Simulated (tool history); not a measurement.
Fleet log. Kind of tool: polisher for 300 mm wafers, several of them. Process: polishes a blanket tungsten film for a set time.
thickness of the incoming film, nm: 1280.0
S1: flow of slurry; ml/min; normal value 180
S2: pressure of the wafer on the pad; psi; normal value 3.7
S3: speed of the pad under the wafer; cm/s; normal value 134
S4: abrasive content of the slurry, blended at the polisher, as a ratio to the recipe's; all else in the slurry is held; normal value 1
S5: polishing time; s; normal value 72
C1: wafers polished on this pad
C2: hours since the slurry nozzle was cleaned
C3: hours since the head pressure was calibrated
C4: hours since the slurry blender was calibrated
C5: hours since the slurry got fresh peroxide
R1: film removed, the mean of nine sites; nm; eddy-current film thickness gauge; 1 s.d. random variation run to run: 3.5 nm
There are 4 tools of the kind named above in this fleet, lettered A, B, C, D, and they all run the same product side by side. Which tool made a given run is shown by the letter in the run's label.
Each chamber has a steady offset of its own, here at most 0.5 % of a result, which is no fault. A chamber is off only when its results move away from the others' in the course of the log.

run	hour	S1	S2	S3	S4	S5	C1	C2	C3	C4	C5	R1
1A	4.2	180	3.7	134	1	72	840	116.4	579.4	91.8	56.3	380.14
2B	8.9	180	3.7	134	1	72	578	214.2	887.5	261.0	49.1	386.25
3C	11.3	180	3.7	134	1	72	483	264.7	574.5	257.7	88.4	375.55
4D	13.9	180	3.7	134	1	72	1004	239.6	1122.5	143.2	154.3	377.89
# hour 17.3: chamber A: slurry blender recalibrated
# hour 17.7: chamber A: slurry tank refilled with fresh slurry and peroxide
5D	19.4	180	2.8	134	1	83	1060	245.1	1128.0	148.7	159.8	329.27
# hour 20.3: chamber A: worn pad replaced by a new one
6A	24.8	180	2.8	134	1	83	46	137.0	600.0	7.5	7.1	330.99
7C	29.1	180	2.8	134	1	83	663	282.5	592.3	275.5	106.2	334.96
8B	32.6	180	2.8	134	1	83	817	237.9	911.2	284.7	72.8	333.35
# hour 33.4: chamber D: slurry tank refilled with fresh slurry and peroxide
# hour 35.4: chamber D: worn pad replaced by a new one
9C	37.3	180	3.7	134	1	72	745	290.7	600.5	283.7	114.4	379.52
# hour 41.0: chamber C: slurry tank refilled with fresh slurry and peroxide
10D	41.4	180	3.7	134	1	72	61	267.1	1150.0	170.7	8.1	372.54
11B	45.3	180	3.7	134	1	72	945	250.6	923.9	297.4	85.5	384.59
12A	48.4	180	3.7	134	1	72	284	160.6	623.6	31.1	30.7	372.29
13A	51.5	180	3.7	134	1	72	315	163.7	626.7	34.2	33.8	373.53
14D	54.7	180	3.7	134	1	72	195	280.4	1163.3	184.0	21.4	380.00
# hour 57.0: chamber C: worn pad replaced by a new one
15B	59.2	180	3.7	134	1	72	1085	264.5	937.8	311.3	99.4	383.67
16C	61.7	180	3.7	134	1	72	47	315.1	624.9	308.1	20.7	382.70
17C	64.8	180	3.7	134	1	72	79	318.2	628.0	311.2	23.8	379.17
18A	68.7	180	3.7	134	1	72	489	180.9	643.9	51.4	51.0	370.36
19B	71.3	180	3.7	134	1	72	1208	276.6	949.9	323.4	111.5	384.11
20D	74.2	180	3.7	134	1	72	392	299.9	1182.8	203.5	40.9	380.40
21C	76.8	180	3.7	134	1	72	200	330.2	640.0	323.2	35.8	391.99
22B	79.3	180	3.7	134	1	72	1288	284.6	957.9	331.4	119.5	385.92
# hour 80.5: chamber D: head pressure recalibrated
23A	82.4	180	3.7	134	1	72	627	194.6	657.6	65.1	64.7	369.45
# hour 83.2: chamber A: slurry tank refilled with fresh slurry and peroxide
24D	85.7	180	3.7	134	1	72	508	311.4	5.3	215.0	52.4	380.43
# hour 88.5: chamber C: head pressure recalibrated
# hour 90.3: chamber B: worn pad replaced by a new one
25B	91.1	180	3.7	134	1	72	8	296.4	969.7	343.2	131.3	381.86
# hour 92.8: chamber B: slurry nozzle cleaned
26A	94.5	180	3.7	134	1	72	749	206.7	669.7	77.2	11.3	362.64
27D	99.4	155	3.7	134	1	58	647	325.1	19.0	228.7	66.1	298.75
28C	102.2	155	3.7	134	1	58	456	355.6	13.7	348.6	61.2	299.55
# hour 102.4: chamber D: slurry blender recalibrated
29D	105.3	155	3.7	134	1	58	706	331.0	24.9	2.9	72.0	299.83
# hour 108.6: chamber A: worn pad replaced by a new one
30C	109.2	155	3.7	134	1	58	527	362.6	20.7	355.6	68.2	299.43
31B	111.8	180	3.7	134	1	72	217	19.1	990.4	363.9	152.0	384.76
# hour 115.3: chamber A: slurry blender recalibrated
32A	116.8	180	3.7	134	1	72	82	229.0	692.0	1.6	33.6	357.80
33A	119.3	180	3.7	134	1	72	108	231.5	694.5	4.1	36.1	362.03
34B	122.4	180	3.7	134	1	72	324	29.7	1001.0	374.5	162.6	382.44
35D	126.4	180	3.7	134	1	72	919	352.1	46.0	24.0	93.1	375.67
36C	130.5	180	3.7	134	1	72	742	383.9	42.0	376.9	89.5	380.82

Does one chamber stand apart from the rest, does the shared gauge drift, or is all well apart from small per-chamber offsets? Give the chamber and the most likely cause, where there is one.

Chamber A drifts away from the others.
What lies behind it: slurry flow missing at the pad, % = 31.7.
The log may not separate it from: head's pressure below its setpoint, %.

Which of the 4 candidates below, each the usual settings with something changed and its results left as question marks, puts chamber A back in line with what the other chambers give on the usual settings?
A result is in line if it is within this distance of the other chambers' mean on the usual settings: R1 12.00 nm
37A-1	134.4	180	3.7	116	1	72						?
37A-2	134.4	180	3.7	144	1	77						?
37A-3	134.4	180	3.8	138	1	74						?
37A-4	134.4	180	3.7	134	1	67						?

What the other chambers average on the usual settings: R1 380.78 nm
run	R1
37A-1	308.37
37A-2	409.20
37A-3	387.06
37A-4	331.38
37A-3 puts the chamber back in line with the other chambers.
